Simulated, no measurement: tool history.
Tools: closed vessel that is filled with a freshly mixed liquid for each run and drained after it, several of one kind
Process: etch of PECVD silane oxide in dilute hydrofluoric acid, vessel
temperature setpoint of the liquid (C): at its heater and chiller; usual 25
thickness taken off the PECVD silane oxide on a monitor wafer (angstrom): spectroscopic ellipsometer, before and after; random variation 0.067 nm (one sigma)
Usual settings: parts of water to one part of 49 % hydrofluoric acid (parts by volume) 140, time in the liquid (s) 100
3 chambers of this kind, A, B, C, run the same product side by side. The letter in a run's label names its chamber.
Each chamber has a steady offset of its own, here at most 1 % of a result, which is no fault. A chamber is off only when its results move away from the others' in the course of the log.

run,hour,temperature setpoint of the liquid (C),parts of water to one part of 49 % hydrofluoric acid (parts by volume),time in the liquid (s),hours since the thermometer was replaced,hours since the hydrofluoric acid flow meter was replaced,"read-back film thickness of the PECVD silane oxide reference wafer, read on the same gauge (nm)",thickness taken off the PECVD silane oxide on a monitor wafer (angstrom)
1B,11.6,25,140,100,624.0,2064.6,119.99,172.800
2C,17.5,25,140,100,132.5,306.3,120.00,170.870
3A,24.5,25,140,100,108.0,615.7,120.02,170.480
4C,31.6,25,140,100,146.6,320.4,120.00,170.640
5A,37.6,25,140,100,121.1,628.8,120.00,171.780
6B,47.9,25,140,100,660.3,2100.9,120.00,174.190
7A,57.6,25,140,100,141.1,648.8,120.01,174.110
8B,65.7,25,140,100,678.1,2118.7,120.03,173.500
9C,76.9,25,140,100,191.9,365.7,120.03,170.940
10C,84.2,25,140,100,199.2,373.0,120.00,169.940
# hour 86.5: chamber A: hydrofluoric acid flow meter replaced
11B,94.0,22,140,150,706.4,2147.0,120.00,230.090
12A,104.9,22,140,150,188.4,18.4,119.98,229.940
13A,113.4,22,140,150,196.9,26.9,120.00,230.810
14C,125.6,25,140,100,240.6,414.4,120.00,170.110
15B,137.8,25,140,100,750.2,2190.8,120.01,174.170
16C,147.9,25,185,60,262.9,436.7,120.00,73.686
17B,159.6,25,185,60,772.0,2212.6,120.00,74.558
18A,168.1,25,185,60,251.6,81.6,120.00,74.628
19A,175.1,25,140,100,258.6,88.6,120.00,171.540
20C,181.8,25,140,60,296.8,470.6,120.03,102.600
21B,191.1,25,140,60,803.5,2244.1,120.00,104.920
22A,201.4,25,140,60,284.9,114.9,120.01,103.390
# hour 203.2: chamber C: hydrofluoric acid flow meter replaced
23B,209.6,25,140,100,822.0,2262.6,120.01,176.220
24C,215.3,25,140,100,330.3,12.2,119.99,170.200
# hour 215.6: chamber B: hydrofluoric acid flow meter replaced
25A,225.2,25,140,100,308.7,138.7,120.00,171.510
26C,235.2,25,140,100,350.2,32.1,120.00,169.930
27B,240.6,25,140,100,853.0,25.1,120.00,176.780
28A,251.2,25,140,100,334.7,164.7,120.00,172.240
29B,257.9,25,140,100,870.3,42.4,120.00,177.620
30C,265.1,25,140,100,380.1,62.0,120.02,171.010
31B,273.6,25,140,100,886.0,58.1,119.98,177.100
32C,284.6,25,140,100,399.6,81.5,120.01,170.920
33A,293.8,25,140,100,377.3,207.3,120.00,172.020
34B,304.8,25,140,100,917.2,89.3,120.01,178.790
35C,312.2,25,140,100,427.2,109.1,120.01,170.530
36A,322.9,25,140,100,406.4,236.4,119.98,173.020

What goes on in this fleet: one chamber off, a drifting gauge, or nothing beyond the chambers' own small offsets? Name the chamber and the cause, if any.

Chamber B drifts away from the others.
Cause: liquid hotter than its thermometer reads (K) = 0.981.

Here are 4 candidates for chamber B's next run, each the usual settings with a change, their results left as question marks. Which one brings its results back in line with what the others give on the usual settings?
In line means no further than this from the other chambers' mean on the usual settings: thickness taken off the PECVD silane oxide on a monitor wafer (angstrom) 2.300
37B-1,331.8,25,140,105,,,,?
37B-2,331.8,25,145,95,,,,?
37B-3,331.8,25,135,105,,,,?
37B-4,331.8,25,145,100,,,,?

The other chambers' mean on the usual settings: thickness taken off the PECVD silane oxide on a monitor wafer (angstrom) 171.650
run,thickness taken off the PECVD silane oxide on a monitor wafer (angstrom)
37B-1,188.540
37B-2,163.630
37B-3,196.810
37B-4,172.240
37B-4 brings the chamber back in line.

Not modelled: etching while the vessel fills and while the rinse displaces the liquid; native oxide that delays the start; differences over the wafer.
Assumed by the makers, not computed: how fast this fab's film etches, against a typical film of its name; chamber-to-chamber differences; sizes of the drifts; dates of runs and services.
